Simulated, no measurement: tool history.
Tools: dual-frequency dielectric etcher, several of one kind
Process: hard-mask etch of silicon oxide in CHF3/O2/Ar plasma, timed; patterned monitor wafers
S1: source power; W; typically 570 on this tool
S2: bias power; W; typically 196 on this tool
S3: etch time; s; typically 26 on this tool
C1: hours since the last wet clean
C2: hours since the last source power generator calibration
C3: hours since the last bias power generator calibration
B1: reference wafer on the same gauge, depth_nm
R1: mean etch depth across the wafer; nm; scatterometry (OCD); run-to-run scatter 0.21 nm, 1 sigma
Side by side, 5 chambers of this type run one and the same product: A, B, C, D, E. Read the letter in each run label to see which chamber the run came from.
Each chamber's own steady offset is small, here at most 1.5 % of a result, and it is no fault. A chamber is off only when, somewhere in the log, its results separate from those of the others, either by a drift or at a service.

Run 1A, hour 5: usual settings; C1 94.5; C2 1432.6; C3 583.1; B1 43.836. Result: R1 52.165 nm.
Run 2B, hour 9.8: usual settings; C1 15; C2 1073.6; C3 2546.3; B1 43.79. Result: R1 51.852 nm.
Run 3D, hour 13.8: usual settings; C1 147.2; C2 2203.5; C3 1768.4; B1 43.797. Result: R1 51.732 nm.
Run 4E, hour 16.9: usual settings; C1 75; C2 1864.9; C3 1280.9; B1 43.818. Result: R1 51.982 nm.
Run 5C, hour 21.5: usual settings; C1 310.9; C2 2154.3; C3 1304.3; B1 43.804. Result: R1 51.169 nm.
Run 6C, hour 27.5: usual settings; C1 316.9; C2 2160.3; C3 1310.3; B1 43.791. Result: R1 51.007 nm.
Run 7A, hour 31.5: usual settings; C1 121; C2 1459.1; C3 609.6; B1 43.812. Result: R1 52.175 nm.
Run 8D, hour 35.7: usual settings; C1 169.1; C2 2225.4; C3 1790.3; B1 43.791. Result: R1 51.575 nm.
Run 9E, hour 40.5: usual settings; C1 98.6; C2 1888.5; C3 1304.5; B1 43.816. Result: R1 52.503 nm.
Run 10B, hour 46.2: usual settings; C1 51.4; C2 1110; C3 2582.7; B1 43.772. Result: R1 52.109 nm.
Run 11E, hour 51: usual settings; C1 109.1; C2 1899; C3 1315; B1 43.763. Result: R1 52.404 nm.
Run 12C, hour 56.6: usual settings; C1 346; C2 2189.4; C3 1339.4; B1 43.804. Result: R1 50.898 nm.
Run 13B, hour 61.2: usual settings; C1 66.4; C2 1125; C3 2597.7; B1 43.83. Result: R1 51.852 nm.
Run 14A, hour 66.4: usual settings; C1 155.9; C2 1494; C3 644.5; B1 43.784. Result: R1 51.889 nm.
Run 15D, hour 70.4: usual settings; C1 203.8; C2 2260.1; C3 1825; B1 43.821. Result: R1 51.332 nm.
Run 16B, hour 73.9: usual settings; C1 79.1; C2 1137.7; C3 2610.4; B1 43.802. Result: R1 52.039 nm.
Run 17C, hour 78.2: usual settings; C1 367.6; C2 2211; C3 1361; B1 43.792. Result: R1 50.732 nm.
Run 18D, hour 81.6: usual settings; C1 215; C2 2271.3; C3 1836.2; B1 43.821. Result: R1 51.148 nm.
Run 19E, hour 84.6: usual settings; C1 142.7; C2 1932.6; C3 1348.6; B1 43.818. Result: R1 52.233 nm.
Run 20A, hour 88.7: usual settings; C1 178.2; C2 1516.3; C3 666.8; B1 43.835. Result: R1 51.813 nm.
Run 21B, hour 95.1: usual settings; C1 100.3; C2 1158.9; C3 2631.6; B1 43.786. Result: R1 51.976 nm.
Run 22E, hour 98.5: usual settings; C1 156.6; C2 1946.5; C3 1362.5; B1 43.834. Result: R1 52.46 nm.
Run 23A, hour 103.7: usual settings; C1 193.2; C2 1531.3; C3 681.8; B1 43.836. Result: R1 51.769 nm.
Run 24C, hour 106.5: usual settings; C1 395.9; C2 2239.3; C3 1389.3; B1 43.787. Result: R1 51.29 nm.
Run 25D, hour 113.1: usual settings; C1 246.5; C2 2302.8; C3 1867.7; B1 43.799. Result: R1 50.919 nm.
Run 26C, hour 119.3: usual settings; C1 408.7; C2 2252.1; C3 1402.1; B1 43.826. Result: R1 51.219 nm.
Run 27D, hour 123.4: usual settings; C1 256.8; C2 2313.1; C3 1878; B1 43.749. Result: R1 50.486 nm.
Run 28B, hour 129.8: usual settings; C1 135; C2 1193.6; C3 2666.3; B1 43.812. Result: R1 51.77 nm.
Run 29A, hour 133.1: usual settings; C1 222.6; C2 1560.7; C3 711.2; B1 43.8. Result: R1 52.326 nm.
Run 30E, hour 138.3: usual settings; C1 196.4; C2 1986.3; C3 1402.3; B1 43.779. Result: R1 52.451 nm.
Run 31E, hour 141.7: usual settings; C1 199.8; C2 1989.7; C3 1405.7; B1 43.747. Result: R1 52.209 nm.

Decide between three cases: one chamber stands off from its peers, the gauge reading all wafers drifts, or nothing is wrong past each chamber's small offset. Where a chamber is off, say which and what most likely put it there.

One chamber, D, drifts off from the rest bit by bit.
Most likely cause: etch rate under this chamber's usual, % = 3.09.

Which of the 4 candidates below, each the usual settings with something changed and its results left as question marks, puts chamber D back in line with what the other chambers give on the usual settings?
Counts as in line when no further than this from what the other chambers average on the usual settings: R1 0.73 nm
Run 32D-1, hour 146.4: usual settings but S1 480 W. Result: R1 ?.
Run 32D-2, hour 146.4: usual settings but S1 620 W. Result: R1 ?.
Run 32D-3, hour 146.4: usual settings but S3 25 s. Result: R1 ?.
Run 32D-4, hour 146.4: usual settings but S2 230 W. Result: R1 ?.

Other chambers, usual settings, mean: R1 51.844 nm
  run      R1
32D-1  46.979
32D-2  51.693
32D-3  48.163
32D-4  52.916
32D-2 brings the chamber back in line.
